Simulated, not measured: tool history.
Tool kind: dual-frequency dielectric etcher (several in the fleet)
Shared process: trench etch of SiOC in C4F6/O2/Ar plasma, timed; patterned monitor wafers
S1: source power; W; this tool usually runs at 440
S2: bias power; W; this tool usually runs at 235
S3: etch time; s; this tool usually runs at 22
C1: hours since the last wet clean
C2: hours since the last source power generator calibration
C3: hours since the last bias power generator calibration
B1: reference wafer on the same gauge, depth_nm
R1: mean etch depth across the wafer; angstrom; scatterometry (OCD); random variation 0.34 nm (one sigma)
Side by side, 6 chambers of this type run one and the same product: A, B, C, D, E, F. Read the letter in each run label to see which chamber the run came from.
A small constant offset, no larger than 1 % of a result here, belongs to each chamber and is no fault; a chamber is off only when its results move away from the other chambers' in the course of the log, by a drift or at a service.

At hour 11.2: chamber A: wet clean of the chamber.
Run 1B, hour 16.4: usual settings; C1 258.5; C2 556; C3 1641; B1 52.421. Result: R1 521.77 angstrom.
Run 2C, hour 27: usual settings; C1 523; C2 286.5; C3 3671.6; B1 52.462. Result: R1 517.72 angstrom.
Run 3F, hour 42: usual settings; C1 153; C2 457.2; C3 452.8; B1 52.404. Result: R1 515.95 angstrom.
Run 4E, hour 55.8: usual settings; C1 302.6; C2 1083.1; C3 4364.1; B1 52.462. Result: R1 511.81 angstrom.
Run 5D, hour 66.3: usual settings but S2 213 W; C1 326.6; C2 183.4; C3 2315.3; B1 52.38. Result: R1 502.79 angstrom.
Run 6A, hour 74.4: usual settings but S2 213 W; C1 63.2; C2 3074.7; C3 3090.8; B1 52.334. Result: R1 497.59 angstrom.
Run 7F, hour 88.7: usual settings but S2 213 W; C1 199.7; C2 503.9; C3 499.5; B1 52.404. Result: R1 493.63 angstrom.
At hour 90.2: chamber B: wet clean of the chamber.
Run 8E, hour 99.5: usual settings but S2 213 W; C1 346.3; C2 1126.8; C3 4407.8; B1 52.349. Result: R1 499.77 angstrom.
At hour 100.9: chamber C: wet clean of the chamber.
Run 9B, hour 112.9: usual settings but S2 213 W; C1 22.7; C2 652.5; C3 1737.5; B1 52.39. Result: R1 501.51 angstrom.
Run 10C, hour 125: usual settings but S2 213 W; C1 24.2; C2 384.5; C3 3769.6; B1 52.441. Result: R1 495.65 angstrom.
Run 11D, hour 132.5: usual settings but S2 192 W, S3 16 s; C1 392.8; C2 249.6; C3 2381.5; B1 52.514. Result: R1 356.04 angstrom.
At hour 137.4: chamber A: source power generator calibrated.
Run 12A, hour 147.5: usual settings but S2 192 W, S3 16 s; C1 136.3; C2 10.1; C3 3163.9; B1 52.359. Result: R1 354.3 angstrom.
At hour 152.4: chamber E: wet clean of the chamber.
Run 13C, hour 161.8: usual settings but S2 192 W, S3 16 s; C1 61; C2 421.3; C3 3806.4; B1 52.39. Result: R1 352.27 angstrom.
Run 14D, hour 174.8: usual settings but S2 192 W, S3 16 s; C1 435.1; C2 291.9; C3 2423.8; B1 52.362. Result: R1 347.29 angstrom.
Run 15E, hour 185.4: usual settings but S2 192 W, S3 16 s; C1 33.1; C2 1212.7; C3 4493.7; B1 52.366. Result: R1 352.2 angstrom.
Run 16F, hour 193.3: usual settings but S2 192 W, S3 16 s; C1 304.3; C2 608.5; C3 604.1; B1 52.398. Result: R1 352.57 angstrom.
Run 17A, hour 204.2: usual settings; C1 193; C2 66.8; C3 3220.6; B1 52.367. Result: R1 519.38 angstrom.
Run 18B, hour 218.1: usual settings; C1 127.9; C2 757.7; C3 1842.7; B1 52.432. Result: R1 511.44 angstrom.
Run 19F, hour 231.1: usual settings; C1 342.1; C2 646.3; C3 641.9; B1 52.33. Result: R1 517.98 angstrom.
Run 20D, hour 239.4: usual settings; C1 499.7; C2 356.5; C3 2488.4; B1 52.435. Result: R1 518.9 angstrom.
Run 21C, hour 254.8: usual settings; C1 154; C2 514.3; C3 3899.4; B1 52.44. Result: R1 514.71 angstrom.
Run 22E, hour 265.8: usual settings but S3 18 s; C1 113.5; C2 1293.1; C3 4574.1; B1 52.465. Result: R1 427.06 angstrom.
Run 23A, hour 281.4: usual settings but S3 18 s; C1 270.2; C2 144; C3 3297.8; B1 52.443. Result: R1 423.27 angstrom.
Run 24B, hour 292: usual settings but S3 18 s; C1 201.8; C2 831.6; C3 1916.6; B1 52.461. Result: R1 422.69 angstrom.
Run 25C, hour 300: usual settings but S3 18 s; C1 199.2; C2 559.5; C3 3944.6; B1 52.41. Result: R1 423.4 angstrom.
Run 26D, hour 309.5: usual settings but S3 18 s; C1 569.8; C2 426.6; C3 2558.5; B1 52.504. Result: R1 413.6 angstrom.
Run 27E, hour 320.1: usual settings but S3 18 s; C1 167.8; C2 1347.4; C3 4628.4; B1 52.369. Result: R1 425.03 angstrom.
Run 28B, hour 330.4: usual settings; C1 240.2; C2 870; C3 1955; B1 52.489. Result: R1 523.66 angstrom.
Run 29A, hour 339.3: usual settings; C1 328.1; C2 201.9; C3 3355.7; B1 52.382. Result: R1 519.84 angstrom.
Run 30F, hour 350.5: usual settings; C1 461.5; C2 765.7; C3 761.3; B1 52.435. Result: R1 515.95 angstrom.
Run 31E, hour 364.2: usual settings; C1 211.9; C2 1391.5; C3 4672.5; B1 52.409. Result: R1 506.05 angstrom.
Run 32D, hour 377.7: usual settings; C1 638; C2 494.8; C3 2626.7; B1 52.45. Result: R1 507.94 angstrom.
At hour 382.4: chamber F: wet clean of the chamber.
Run 33F, hour 389.5: usual settings; C1 7.2; C2 804.7; C3 800.3; B1 52.358. Result: R1 511.24 angstrom.
At hour 393.4: chamber A: wet clean of the chamber.
Run 34A, hour 403.3: usual settings; C1 9.9; C2 265.9; C3 3419.7; B1 52.444. Result: R1 526.7 angstrom.
Run 35B, hour 417.9: usual settings; C1 327.7; C2 957.5; C3 2042.5; B1 52.47. Result: R1 522.34 angstrom.
Run 36C, hour 432.9: usual settings but S2 290 W, S3 19 s; C1 332.1; C2 692.4; C3 4077.5; B1 52.405. Result: R1 473.08 angstrom.
Run 37D, hour 442.4: usual settings but S2 290 W, S3 19 s; C1 702.7; C2 559.5; C3 2691.4; B1 52.418. Result: R1 464.49 angstrom.
At hour 443.2: chamber E: bias power generator calibrated.
Run 38E, hour 454: usual settings but S2 290 W, S3 19 s; C1 301.7; C2 1481.3; C3 10.8; B1 52.354. Result: R1 478.55 angstrom.
Run 39B, hour 468.9: usual settings but S2 290 W, S3 19 s; C1 378.7; C2 1008.5; C3 2093.5; B1 52.344. Result: R1 478.19 angstrom.
Run 40A, hour 477.8: usual settings but S2 290 W, S3 19 s; C1 84.4; C2 340.4; C3 3494.2; B1 52.483. Result: R1 485.25 angstrom.
Run 41F, hour 487.3: usual settings but S2 290 W, S3 19 s; C1 105; C2 902.5; C3 898.1; B1 52.448. Result: R1 477.98 angstrom.
Run 42C, hour 502.3: usual settings; C1 401.5; C2 761.8; C3 4146.9; B1 52.422. Result: R1 518.73 angstrom.

All 6 chambers run these settings next. Forecast each chamber's results:
Run 43A, hour 514.2: usual settings. Result: R1 ?.
Run 43B, hour 514.2: usual settings. Result: R1 ?.
Run 43C, hour 514.2: usual settings. Result: R1 ?.
Run 43D, hour 514.2: usual settings. Result: R1 ?.
Run 43E, hour 514.2: usual settings. Result: R1 ?.
Run 43F, hour 514.2: usual settings. Result: R1 ?.

run      R1
43A  523.02
43B   519.5
43C  515.05
43D  502.45
43E  514.12
43F   513.3
